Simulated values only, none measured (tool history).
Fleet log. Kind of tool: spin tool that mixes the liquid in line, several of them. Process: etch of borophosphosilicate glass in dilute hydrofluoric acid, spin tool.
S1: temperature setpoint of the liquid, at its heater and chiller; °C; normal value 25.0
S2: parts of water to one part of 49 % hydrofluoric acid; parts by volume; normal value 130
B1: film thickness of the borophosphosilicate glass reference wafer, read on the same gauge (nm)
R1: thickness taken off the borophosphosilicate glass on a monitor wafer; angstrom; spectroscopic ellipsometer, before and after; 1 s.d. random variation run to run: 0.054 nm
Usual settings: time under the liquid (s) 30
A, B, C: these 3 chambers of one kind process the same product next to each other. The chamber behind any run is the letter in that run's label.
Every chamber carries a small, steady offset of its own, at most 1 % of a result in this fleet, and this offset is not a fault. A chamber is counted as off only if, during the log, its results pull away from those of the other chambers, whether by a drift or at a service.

Run 1A, hour 4.2: usual settings; B1 100.000. Result: R1 114.490 angstrom.
Run 2B, hour 10.5: usual settings; B1 100.010. Result: R1 111.300 angstrom.
Run 3C, hour 17.8: usual settings; B1 100.040. Result: R1 112.900 angstrom.
Run 4B, hour 25.2: usual settings; B1 100.010. Result: R1 112.470 angstrom.
Run 5A, hour 30.1: usual settings but S2 170 parts by volume, time under the liquid (s) 15; B1 99.976. Result: R1 41.678 angstrom.
Run 6C, hour 36.6: usual settings but S2 170 parts by volume, time under the liquid (s) 15; B1 100.020. Result: R1 41.109 angstrom.
Run 7A, hour 44.2: usual settings but S2 170 parts by volume, time under the liquid (s) 15; B1 99.997. Result: R1 41.533 angstrom.
Run 8B, hour 49.7: usual settings but time under the liquid (s) 40; B1 100.010. Result: R1 149.210 angstrom.
Run 9C, hour 57.1: usual settings but time under the liquid (s) 40; B1 99.992. Result: R1 150.050 angstrom.
Run 10A, hour 62.3: usual settings but time under the liquid (s) 40; B1 99.997. Result: R1 151.800 angstrom.
Run 11C, hour 66.3: usual settings but S1 28.5 °C, time under the liquid (s) 35; B1 100.010. Result: R1 149.140 angstrom.
Run 12B, hour 70.5: usual settings but S1 28.5 °C, time under the liquid (s) 35; B1 99.975. Result: R1 149.510 angstrom.
Run 13A, hour 75.8: usual settings but S1 28.5 °C, time under the liquid (s) 35; B1 100.020. Result: R1 151.150 angstrom.
Run 14C, hour 84.8: usual settings; B1 99.965. Result: R1 110.630 angstrom.
Run 15B, hour 90.1: usual settings; B1 100.040. Result: R1 113.060 angstrom.
Run 16B, hour 96.9: usual settings; B1 99.998. Result: R1 113.110 angstrom.
Run 17C, hour 103.8: usual settings; B1 100.010. Result: R1 108.460 angstrom.
Run 18A, hour 109.4: usual settings; B1 99.994. Result: R1 113.430 angstrom.
Run 19B, hour 113.6: usual settings; B1 100.030. Result: R1 112.650 angstrom.
Run 20C, hour 120.2: usual settings; B1 100.000. Result: R1 108.250 angstrom.
Run 21A, hour 127.4: usual settings; B1 99.995. Result: R1 114.000 angstrom.
Run 22A, hour 133.3: usual settings; B1 100.000. Result: R1 114.860 angstrom.
Run 23C, hour 142.0: usual settings; B1 99.991. Result: R1 107.850 angstrom.
Run 24B, hour 149.3: usual settings; B1 100.020. Result: R1 112.440 angstrom.

One chamber off, gauge drift, or nothing amiss beyond the chambers' own small offsets? If it is a chamber, which one, and what is the likeliest cause?

It is chamber C that slowly wanders off from its peers.
Most likely cause: liquid colder than its thermometer reads (K) = 1.4.
Not necessarily distinguishable in this log from: hydrofluoric acid flow below the setpoint (%).

Below are 4 candidate recipes for chamber C's next run, each the usual settings with a change, their results shown as question marks. Which of them brings C's results back in line with what the other chambers give on the usual settings?
Maximum distance from the other chambers' mean on the usual settings for a result to count as in line: R1 1.900 angstrom
Run 25C-1, hour 155.8: usual settings but S1 27.5 °C. Result: R1 ?.
Run 25C-2, hour 155.8: usual settings but S1 22.5 °C. Result: R1 ?.
Run 25C-3, hour 155.8: usual settings but S1 23.5 °C. Result: R1 ?.
Run 25C-4, hour 155.8: usual settings but S1 26.5 °C. Result: R1 ?.

Mean of the other chambers on the usual settings: R1 113.060 angstrom
  run       R1
25C-1  117.300
25C-2   96.785
25C-3  100.620
25C-4  112.950
25C-4 is the one that brings the chamber's results back in line with the other chambers.
